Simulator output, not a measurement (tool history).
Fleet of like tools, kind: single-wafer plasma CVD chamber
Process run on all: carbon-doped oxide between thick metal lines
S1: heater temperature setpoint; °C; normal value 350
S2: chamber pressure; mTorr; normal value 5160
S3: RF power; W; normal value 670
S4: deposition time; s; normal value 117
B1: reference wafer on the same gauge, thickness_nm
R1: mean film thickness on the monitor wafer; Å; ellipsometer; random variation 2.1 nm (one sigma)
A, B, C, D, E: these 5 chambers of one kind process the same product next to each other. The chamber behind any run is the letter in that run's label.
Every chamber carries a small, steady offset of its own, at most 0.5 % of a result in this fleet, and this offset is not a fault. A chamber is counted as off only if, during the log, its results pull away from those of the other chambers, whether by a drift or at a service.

| run | hour | S1 | S2 | S3 | S4 | B1 | R1 |
|---|---|---|---|---|---|---|---|
| 1D | 13.1 | 350 | 5160 | 670 | 117 | 707.65 | 7052.3 |
| 2E | 19.7 | 350 | 5160 | 670 | 117 | 706.69 | 7021.9 |
| 3B | 28.9 | 350 | 5160 | 670 | 117 | 706.89 | 7087.7 |
| 4A | 37.1 | 350 | 5160 | 670 | 117 | 707.09 | 7061.2 |
|  | 37.3 | chamber D: capacitance manometer re-zeroed and calibrated |
| 5C | 51.5 | 350 | 5160 | 670 | 117 | 706.65 | 7072.5 |
|  | 56 | chamber A: capacitance manometer re-zeroed and calibrated |
| 6C | 64.9 | 350 | 5160 | 670 | 117 | 706.92 | 7064.5 |
| 7B | 73.9 | 350 | 5160 | 670 | 117 | 707.31 | 7088.3 |
| 8E | 80.7 | 350 | 5160 | 670 | 117 | 707.01 | 7078.1 |
| 9D | 87.6 | 350 | 5160 | 670 | 117 | 707.12 | 7044.7 |
| 10A | 100.5 | 350 | 5160 | 670 | 117 | 707.03 | 7080.9 |
| 11D | 108.9 | 350 | 5160 | 670 | 117 | 706.81 | 7048.3 |
| 12C | 118 | 350 | 5160 | 670 | 117 | 706.6 | 7069.7 |
|  | 120.6 | chamber B: RF generator calibrated |
| 13B | 131 | 350 | 5160 | 670 | 117 | 706.9 | 7124.7 |
| 14E | 145.5 | 350 | 5160 | 670 | 117 | 706.3 | 7036.7 |
| 15A | 152.8 | 350 | 5160 | 670 | 117 | 706.83 | 7082.7 |
|  | 153.9 | chamber C: RF generator calibrated |
| 16D | 165.6 | 350 | 5160 | 670 | 117 | 706.91 | 7017.1 |
| 17E | 173.3 | 350 | 5160 | 670 | 117 | 707.43 | 7065.9 |
| 18C | 186 | 350 | 5160 | 670 | 117 | 707.19 | 7078.5 |
| 19A | 197.5 | 350 | 5160 | 670 | 117 | 707.04 | 7047.3 |
|  | 205.3 | chamber E: RF generator calibrated |
| 20B | 209.9 | 350 | 5160 | 670 | 117 | 706.95 | 7063.3 |
| 21C | 220.1 | 350 | 5160 | 670 | 117 | 707.26 | 7069.9 |
| 22E | 230.9 | 350 | 5160 | 670 | 117 | 706.37 | 7056.3 |
| 23D | 241.3 | 350 | 5160 | 670 | 117 | 706.83 | 7055.6 |
| 24A | 248.7 | 350 | 5160 | 670 | 117 | 706.84 | 7056.9 |
| 25B | 259.1 | 350 | 5160 | 670 | 117 | 706.7 | 7087.1 |
| 26E | 270.2 | 358 | 5160 | 670 | 117 | 707.18 | 6891.8 |
|  | 276.3 | chamber C: thermocouple changed; heater temperature recalibrated |
| 27A | 277.3 | 358 | 5160 | 670 | 117 | 707.24 | 6946.3 |
| 28C | 285.8 | 358 | 5160 | 670 | 117 | 707.37 | 6935.1 |
| 29D | 300 | 358 | 5160 | 670 | 117 | 706.67 | 6921.6 |
| 30B | 306.8 | 358 | 5160 | 670 | 117 | 706.9 | 6959.4 |
|  | 307.4 | chamber D: thermocouple changed; heater temperature recalibrated |
| 31A | 316.9 | 350 | 5160 | 670 | 117 | 707.14 | 7066 |
| 32E | 325.3 | 350 | 5160 | 670 | 117 | 706.95 | 7066.7 |
| 33C | 337.1 | 350 | 5160 | 670 | 117 | 706.69 | 7075.1 |
| 34D | 344.5 | 350 | 3950 | 670 | 106 | 707.61 | 6120.8 |
| 35B | 351.8 | 350 | 3950 | 670 | 106 | 706.67 | 6160 |
| 36B | 359.2 | 350 | 3950 | 670 | 106 | 707.1 | 6152.6 |
| 37A | 373.5 | 350 | 3950 | 670 | 106 | 707.07 | 6153 |
| 38D | 384 | 350 | 3950 | 670 | 106 | 706.94 | 6139.2 |

Is one chamber off against the others, does the gauge drift, or is nothing wrong? If a chamber is off, say which, and what the likeliest cause is.

All chambers stay in line apart from their small fixed offsets, and the gauge does not drift.

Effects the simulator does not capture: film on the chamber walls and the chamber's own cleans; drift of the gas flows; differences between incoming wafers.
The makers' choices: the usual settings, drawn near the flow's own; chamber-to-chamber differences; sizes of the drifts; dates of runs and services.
